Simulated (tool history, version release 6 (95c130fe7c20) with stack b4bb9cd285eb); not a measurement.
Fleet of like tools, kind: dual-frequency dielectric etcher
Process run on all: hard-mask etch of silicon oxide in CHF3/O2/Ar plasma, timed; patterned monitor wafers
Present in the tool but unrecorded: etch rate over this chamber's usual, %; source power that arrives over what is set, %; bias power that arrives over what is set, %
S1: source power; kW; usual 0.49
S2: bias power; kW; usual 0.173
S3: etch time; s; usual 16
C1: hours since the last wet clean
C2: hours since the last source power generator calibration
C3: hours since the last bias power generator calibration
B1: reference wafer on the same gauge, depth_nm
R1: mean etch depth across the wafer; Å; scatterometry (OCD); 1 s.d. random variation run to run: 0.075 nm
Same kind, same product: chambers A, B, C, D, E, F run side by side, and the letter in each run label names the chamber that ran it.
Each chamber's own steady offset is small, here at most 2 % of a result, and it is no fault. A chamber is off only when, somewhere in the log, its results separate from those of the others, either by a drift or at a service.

run	day	S1	S2	S3	C1	C2	C3	B1	R1
1B	0.317	0.49	0.173	16	276.3	1201.7	1058.1	24.396	287.39
2F	0.55	0.49	0.173	16	261.2	895.1	2924.9	24.395	289.88
3A	0.992	0.49	0.173	16	172.4	2008.6	1399.4	24.404	290.69
4C	1.317	0.49	0.173	16	599.8	3642.4	2283.8	24.409	291.26
# day 1.45: chamber C: bias power generator calibrated
5D	1.754	0.49	0.173	16	334.5	2415.3	329.7	24.409	292.77
6E	2.017	0.49	0.173	16	189.2	3192.7	1573.5	24.39	291.69
7C	2.296	0.49	0.173	16	623.3	3665.9	20.3	24.397	291.16
# day 2.475: chamber D: wet clean of the chamber
8B	2.7	0.49	0.173	16	333.5	1258.9	1115.3	24.402	287.76
9A	3.05	0.49	0.173	16	221.8	2058	1448.8	24.391	290.34
10E	3.412	0.49	0.173	16	222.7	3226.2	1607	24.402	290.81
# day 3.708: chamber C: wet clean of the chamber
11F	3.85	0.49	0.173	16	340.4	974.3	3004.1	24.373	290.18
12D	4.183	0.49	0.173	16	41.1	2473.6	388	24.399	293.56
13F	4.475	0.49	0.173	16	355.4	989.3	3019.1	24.403	291.36
14E	4.821	0.49	0.173	16	256.5	3260	1640.8	24.41	291.81
# day 5.192: chamber B: wet clean of the chamber
15C	5.25	0.49	0.173	16	37	3736.8	91.2	24.391	292.36
16A	5.696	0.49	0.173	16	285.3	2121.5	1512.3	24.411	289.22
# day 5.925: chamber F: wet clean of the chamber
17B	6.004	0.49	0.173	16	19.6	1338.2	1194.6	24.4	285.93
18D	6.458	0.49	0.173	16	95.7	2528.2	442.6	24.404	292.81
19E	6.862	0.49	0.173	16	305.5	3309	1689.8	24.396	291.83
20F	7.188	0.49	0.173	16	30.3	1054.4	3084.2	24.386	290.88
21B	7.567	0.49	0.173	16	57.1	1375.7	1232.1	24.413	286.66
22D	7.817	0.49	0.173	16	128.3	2560.8	475.2	24.404	293.37
23C	8.104	0.49	0.173	16	105.5	3805.3	159.7	24.396	292.09
24A	8.562	0.49	0.173	16	354.1	2190.3	1581.1	24.407	289.27
25D	9.008	0.49	0.173	16	156.9	2589.4	503.8	24.401	294.95
26B	9.308	0.49	0.173	16	98.9	1417.5	1273.9	24.402	286.31
27C	9.646	0.49	0.173	16	142.5	3842.3	196.7	24.403	292.15
28E	10.083	0.49	0.173	16	382.8	3386.3	1767.1	24.402	290.89
29A	10.329	0.49	0.173	16	396.5	2232.7	1623.5	24.4	289.44
# day 10.654: chamber D: source power generator calibrated
30F	10.688	0.49	0.173	16	114.3	1138.4	3168.2	24.398	290.8
31F	11.125	0.49	0.173	16	124.8	1148.9	3178.7	24.395	290.61
# day 11.438: chamber A: wet clean of the chamber
32E	11.529	0.49	0.173	16	417.5	3421	1801.8	24.401	292.49
33D	11.825	0.49	0.173	16	224.5	28.1	571.4	24.387	292.33
34A	12.142	0.49	0.173	16	16.9	2276.2	1667	24.384	290.45
35B	12.612	0.49	0.173	16	178.2	1496.8	1353.2	24.382	286.54
36C	12.883	0.49	0.173	16	220.2	3920	274.4	24.409	291.54
37E	13.117	0.49	0.173	16	455.6	3459.1	1839.9	24.404	291.25

Is one chamber off against the others, does the gauge drift, or is nothing wrong? If a chamber is off, say which, and what the likeliest cause is.

No chamber stands off beyond its own small offset, and the gauge holds steady.
